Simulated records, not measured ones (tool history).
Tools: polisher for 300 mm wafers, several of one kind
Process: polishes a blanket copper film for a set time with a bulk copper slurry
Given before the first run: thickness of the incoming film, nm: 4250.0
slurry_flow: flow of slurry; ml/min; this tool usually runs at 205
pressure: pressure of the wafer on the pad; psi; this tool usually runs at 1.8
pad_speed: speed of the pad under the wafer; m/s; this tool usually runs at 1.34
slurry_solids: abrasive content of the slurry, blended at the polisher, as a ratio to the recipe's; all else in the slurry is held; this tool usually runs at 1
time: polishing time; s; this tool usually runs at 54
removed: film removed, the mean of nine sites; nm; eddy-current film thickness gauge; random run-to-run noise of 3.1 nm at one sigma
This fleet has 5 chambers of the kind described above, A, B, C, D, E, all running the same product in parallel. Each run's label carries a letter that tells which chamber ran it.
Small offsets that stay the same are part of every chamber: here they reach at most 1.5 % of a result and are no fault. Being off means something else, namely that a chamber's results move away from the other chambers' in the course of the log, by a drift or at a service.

run   hour  slurry_flow  pressure  pad_speed  slurry_solids  time  wafers polished on this pad  hours since the slurry nozzle was cleaned  hours since the head pressure was calibrated  hours since the slurry blender was calibrated  removed
       0.4  -- chamber A: worn pad replaced by a new one
 1C    3.6          205       1.8       1.34              1    54                          285                                      355.2                                         792.8                                           12.5   357.57
 2A    8.3          205       1.8       1.34              1    54                          101                                      446.4                                         266.3                                           30.1   364.42
 3B   12.8          205       1.8       1.34              1    54                          622                                        571                                         233.4                                          203.3   364.43
 4D   16.4          205       1.8       1.34              1    54                          580                                       83.7                                        1102.4                                          275.2   365.35
      16.9  -- chamber E: worn pad replaced by a new one
      19.9  -- chamber B: slurry nozzle cleaned
 5E   21.3          205         2       1.34              1    54                           56                                      379.1                                          1018                                          271.9   411.45
 6C   26.2          205         2       1.34              1    54                          574                                      377.8                                         815.4                                           35.1   396.68
 7A   29.6          205         2       1.34              1    54                          374                                      467.7                                         287.6                                           51.4   401.08
        32  -- chamber B: worn pad replaced by a new one
      32.3  -- chamber E: head pressure recalibrated
 8B   33.6          205         2       1.34              1    54                           20                                       13.7                                         254.2                                          224.1   407.44
 9E   37.8          205         2       1.34              1    54                          268                                      395.6                                           5.6                                          288.4   408.37
      39.7  -- chamber C: worn pad replaced by a new one
10D   41.4          205       1.8       1.34              1    54                          901                                      108.7                                        1127.4                                          300.2   351.55
11A   45.6          205       1.8       1.34              1    54                          579                                      483.7                                         303.6                                           67.4   362.29
12E   47.7          205       1.8       1.34              1    54                          395                                      405.5                                          15.5                                          298.3   364.17
13D   50.5          265       1.5       1.34              1    54                         1017                                      117.8                                        1136.5                                          309.3   298.19
      50.6  -- chamber A: worn pad replaced by a new one
14C   53.3          265       1.5       1.34              1    54                          175                                      404.9                                         842.5                                           62.2   314.15
15B   55.9          265       1.5       1.34              1    54                          307                                         36                                         276.5                                          246.4   306.27
16E   58.5          265       1.5       1.34              1    54                          533                                      416.3                                          26.3                                          309.1   319.17
17D   63.2          265       1.5       1.34              1    54                         1180                                      130.5                                        1149.2                                            322   302.34
      63.7  -- chamber E: worn pad replaced by a new one
18C   66.1          205       1.8       1.34              1    54                          339                                      417.7                                         855.3                                             75   364.65
19A   68.9          205       1.8       1.34              1    54                          235                                        507                                         326.9                                           90.7    361.3
20B   72.4          175       1.8       1.34              1    54                          518                                       52.5                                           293                                          262.9   355.49
      74.3  -- chamber A: slurry blender recalibrated
21E   77.1          175       1.8       1.34              1    54                          172                                      434.9                                          44.9                                          327.7   358.66
      79.9  -- chamber E: slurry nozzle cleaned
22A   80.5          175       1.8       1.34              1    54                          384                                      518.6                                         338.5                                            6.2   355.67
23D   83.9          175       1.8       1.34              1    54                         1446                                      151.2                                        1169.9                                          342.7    327.1
24C   86.4          175       1.8       1.34              1    54                          599                                        438                                         875.6                                           95.3   357.73
25B   88.7          205       1.8       1.34              1    54                          727                                       68.8                                         309.3                                          279.2   368.13
26C     91          205       1.8       1.34              1    54                          658                                      442.6                                         880.2                                           99.9   365.13
      91.9  -- chamber B: worn pad replaced by a new one
      93.1  -- chamber A: head pressure recalibrated
      93.5  -- chamber A: worn pad replaced by a new one
27B   93.9          205       1.8       1.34              1    54                           26                                         74                                         314.5                                          284.4   368.25
28D   96.2          205       1.8       1.34              1    54                         1604                                      163.5                                        1182.2                                            355   329.25
29E   98.6          205       1.8       1.34              1    54                          448                                       18.7                                          66.4                                          349.2   367.24
30A  100.8          205       1.8       1.34              1    54                           93                                      538.9                                           7.8                                           26.5   360.16
31D  103.6          205       1.8       1.76              1    54                         1699                                      170.9                                        1189.6                                          362.4   421.89

One chamber off, gauge drift, or nothing amiss beyond the chambers' own small offsets? If it is a chamber, which one, and what is the likeliest cause?

It is chamber D that slowly wanders off from its peers.
Likeliest cause: removal rate lost through wear of the pad, % = 11.9.
With only this log, it may be confused with: head's pressure below its setpoint, %.

Below are 4 candidate recipes for chamber D's next run, each the usual settings with a change, their results shown as question marks. Which of them brings D's results back in line with what the other chambers give on the usual settings?
Counts as in line when no further than this from what the other chambers average on the usual settings: removed 11 nm
32D-1  107.1          205       1.7        1.3              1    52                                                                                                                                                                             ?
32D-2  107.1          205       1.9        1.4              1    56                                                                                                                                                                             ?
32D-3  107.1          305       1.8       1.34              1    54                                                                                                                                                                             ?
32D-4  107.1          205       1.8        1.3              1    53                                                                                                                                                                             ?

Mean of the other chambers on the usual settings: removed 362.99 nm
  run  removed
32D-1   282.99
32D-2   366.58
32D-3   334.45
32D-4   305.19
32D-2 brings the chamber back in line.
